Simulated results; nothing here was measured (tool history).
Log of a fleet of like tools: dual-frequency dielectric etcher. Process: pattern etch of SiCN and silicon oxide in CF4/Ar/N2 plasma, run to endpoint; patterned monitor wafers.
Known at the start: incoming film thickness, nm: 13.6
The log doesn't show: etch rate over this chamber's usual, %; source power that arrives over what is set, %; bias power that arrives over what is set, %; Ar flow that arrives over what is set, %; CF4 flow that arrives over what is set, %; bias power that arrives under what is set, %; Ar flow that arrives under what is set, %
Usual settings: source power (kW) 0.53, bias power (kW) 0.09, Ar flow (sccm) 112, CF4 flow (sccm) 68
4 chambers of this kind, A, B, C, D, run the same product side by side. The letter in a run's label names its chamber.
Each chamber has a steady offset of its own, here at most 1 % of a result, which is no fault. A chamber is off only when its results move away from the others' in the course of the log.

| run | day | source power (kW) | bias power (kW) | Ar flow (sccm) | CF4 flow (sccm) | hours since the last wet clean | hours since the last source power generator calibration | hours since the last bias power generator calibration | hours since the last Ar flow controller change | hours since the last CF4 flow controller change | endpoint time (s) |
|---|---|---|---|---|---|---|---|---|---|---|---|
| 1B | 0.283 | 0.53 | 0.09 | 112 | 68 | 228.6 | 681.9 | 1218.9 | 835.8 | 2924.2 | 12.926 |
| 2A | 0.742 | 0.53 | 0.09 | 112 | 68 | 441.1 | 624.6 | 498.2 | 861.4 | 841.3 | 12.894 |
| 3D | 1.154 | 0.53 | 0.09 | 112 | 68 | 88.2 | 3204.9 | 1842.4 | 891.7 | 798.6 | 12.802 |
| 4C | 1.488 | 0.53 | 0.09 | 112 | 68 | 366.6 | 1903 | 4310.2 | 601 | 315.1 | 12.987 |
|  | 1.904 | chamber A: wet clean of the chamber |
| 5C | 1.962 | 0.44 | 0.072 | 112 | 68 | 378 | 1914.4 | 4321.6 | 612.4 | 326.5 | 16.487 |
| 6D | 2.179 | 0.44 | 0.072 | 112 | 68 | 112.8 | 3229.5 | 1867 | 916.3 | 823.2 | 16.643 |
| 7A | 2.638 | 0.44 | 0.072 | 112 | 68 | 17.7 | 670.1 | 543.7 | 906.9 | 886.8 | 16.396 |
| 8B | 3.117 | 0.44 | 0.072 | 112 | 68 | 296.6 | 749.9 | 1286.9 | 903.8 | 2992.2 | 16.339 |
| 9D | 3.329 | 0.53 | 0.09 | 112 | 68 | 140.4 | 3257.1 | 1894.6 | 943.9 | 850.8 | 13.068 |
| 10A | 3.696 | 0.53 | 0.09 | 112 | 68 | 43.1 | 695.5 | 569.1 | 932.3 | 912.2 | 13.072 |
| 11B | 4.179 | 0.53 | 0.09 | 112 | 68 | 322.1 | 775.4 | 1312.4 | 929.3 | 3017.7 | 12.936 |
| 12C | 4.488 | 0.53 | 0.09 | 112 | 68 | 438.6 | 1975 | 4382.2 | 673 | 387.1 | 13.044 |
|  | 4.712 | chamber C: wet clean of the chamber |
| 13D | 4.892 | 0.44 | 0.09 | 112 | 68 | 177.9 | 3294.6 | 1932.1 | 981.4 | 888.3 | 15.306 |
| 14A | 5.375 | 0.44 | 0.09 | 112 | 68 | 83.4 | 735.8 | 609.4 | 972.6 | 952.5 | 15.044 |
| 15C | 5.812 | 0.44 | 0.09 | 112 | 68 | 26.4 | 2006.8 | 4414 | 704.8 | 418.9 | 15.386 |
|  | 6.092 | chamber C: bias power generator calibrated |
| 16B | 6.242 | 0.44 | 0.09 | 112 | 68 | 371.6 | 824.9 | 1361.9 | 978.8 | 3067.2 | 15.106 |
| 17D | 6.579 | 0.53 | 0.09 | 112 | 68 | 218.4 | 3335.1 | 1972.6 | 1021.9 | 928.8 | 12.916 |
| 18A | 6.996 | 0.53 | 0.09 | 112 | 68 | 122.3 | 774.7 | 648.3 | 1011.5 | 991.4 | 13.004 |
| 19C | 7.362 | 0.53 | 0.09 | 112 | 68 | 63.6 | 2044 | 30.5 | 742 | 456.1 | 12.991 |
| 20B | 7.775 | 0.53 | 0.09 | 112 | 68 | 408.4 | 861.7 | 1398.7 | 1015.6 | 3104 | 12.945 |
| 21C | 8.204 | 0.53 | 0.09 | 112 | 68 | 83.8 | 2064.2 | 50.7 | 762.2 | 476.3 | 13.081 |
| 22A | 8.65 | 0.53 | 0.09 | 112 | 68 | 162 | 814.4 | 688 | 1051.2 | 1031.1 | 12.925 |
| 23B | 8.975 | 0.53 | 0.09 | 112 | 68 | 437.2 | 890.5 | 1427.5 | 1044.4 | 3132.8 | 12.876 |
| 24D | 9.288 | 0.53 | 0.09 | 112 | 68 | 283.4 | 3400.1 | 2037.6 | 1086.9 | 993.8 | 12.924 |
| 25C | 9.658 | 0.53 | 0.09 | 112 | 68 | 118.7 | 2099.1 | 85.6 | 797.1 | 511.2 | 12.955 |
| 26D | 9.929 | 0.53 | 0.09 | 112 | 68 | 298.8 | 3415.5 | 2053 | 1102.3 | 1009.2 | 13.048 |
| 27B | 10.396 | 0.53 | 0.09 | 112 | 68 | 471.3 | 924.6 | 1461.6 | 1078.5 | 3166.9 | 12.919 |
| 28A | 10.888 | 0.53 | 0.09 | 112 | 68 | 215.7 | 868.1 | 741.7 | 1104.9 | 1084.8 | 12.853 |
| 29D | 11.383 | 0.53 | 0.09 | 112 | 68 | 333.7 | 3450.4 | 2087.9 | 1137.2 | 1044.1 | 12.887 |
| 30A | 11.629 | 0.53 | 0.09 | 112 | 68 | 233.5 | 885.9 | 759.5 | 1122.7 | 1102.6 | 12.878 |
| 31C | 12.033 | 0.53 | 0.09 | 112 | 68 | 175.7 | 2156.1 | 142.6 | 854.1 | 568.2 | 12.971 |
| 32B | 12.325 | 0.53 | 0.09 | 112 | 68 | 517.6 | 970.9 | 1507.9 | 1124.8 | 3213.2 | 12.902 |
|  | 12.45 | chamber D: bias power generator calibrated |
| 33D | 12.654 | 0.53 | 0.09 | 112 | 68 | 364.2 | 3480.9 | 4.9 | 1167.7 | 1074.6 | 13.081 |
| 34B | 13.121 | 0.53 | 0.09 | 112 | 68 | 536.7 | 990 | 1527 | 1143.9 | 3232.3 | 12.875 |
| 35A | 13.408 | 0.53 | 0.09 | 112 | 68 | 276.2 | 928.6 | 802.2 | 1165.4 | 1145.3 | 12.947 |
| 36C | 13.725 | 0.53 | 0.09 | 112 | 68 | 216.3 | 2196.7 | 183.2 | 894.7 | 608.8 | 12.973 |
|  | 13.825 | chamber B: wet clean of the chamber |
| 37A | 14.196 | 0.53 | 0.09 | 112 | 68 | 295.1 | 947.5 | 821.1 | 1184.3 | 1164.2 | 13.025 |
| 38C | 14.512 | 0.53 | 0.09 | 112 | 68 | 235.2 | 2215.6 | 202.1 | 913.6 | 627.7 | 12.884 |
| 39D | 14.854 | 0.53 | 0.09 | 112 | 68 | 417 | 3533.7 | 57.7 | 1220.5 | 1127.4 | 12.975 |
| 40B | 15.275 | 0.53 | 0.09 | 112 | 68 | 34.9 | 1041.7 | 1578.7 | 1195.6 | 3284 | 12.933 |
| 41C | 15.754 | 0.53 | 0.09 | 112 | 68 | 265 | 2245.4 | 231.9 | 943.4 | 657.5 | 12.907 |
| 42B | 16.162 | 0.53 | 0.09 | 112 | 68 | 56.2 | 1063 | 1600 | 1216.9 | 3305.3 | 12.815 |

Is one chamber off against the others, does the gauge drift, or is nothing wrong? If a chamber is off, say which, and what the likeliest cause is.

No chamber stands off beyond its own small offset, and the gauge holds steady.
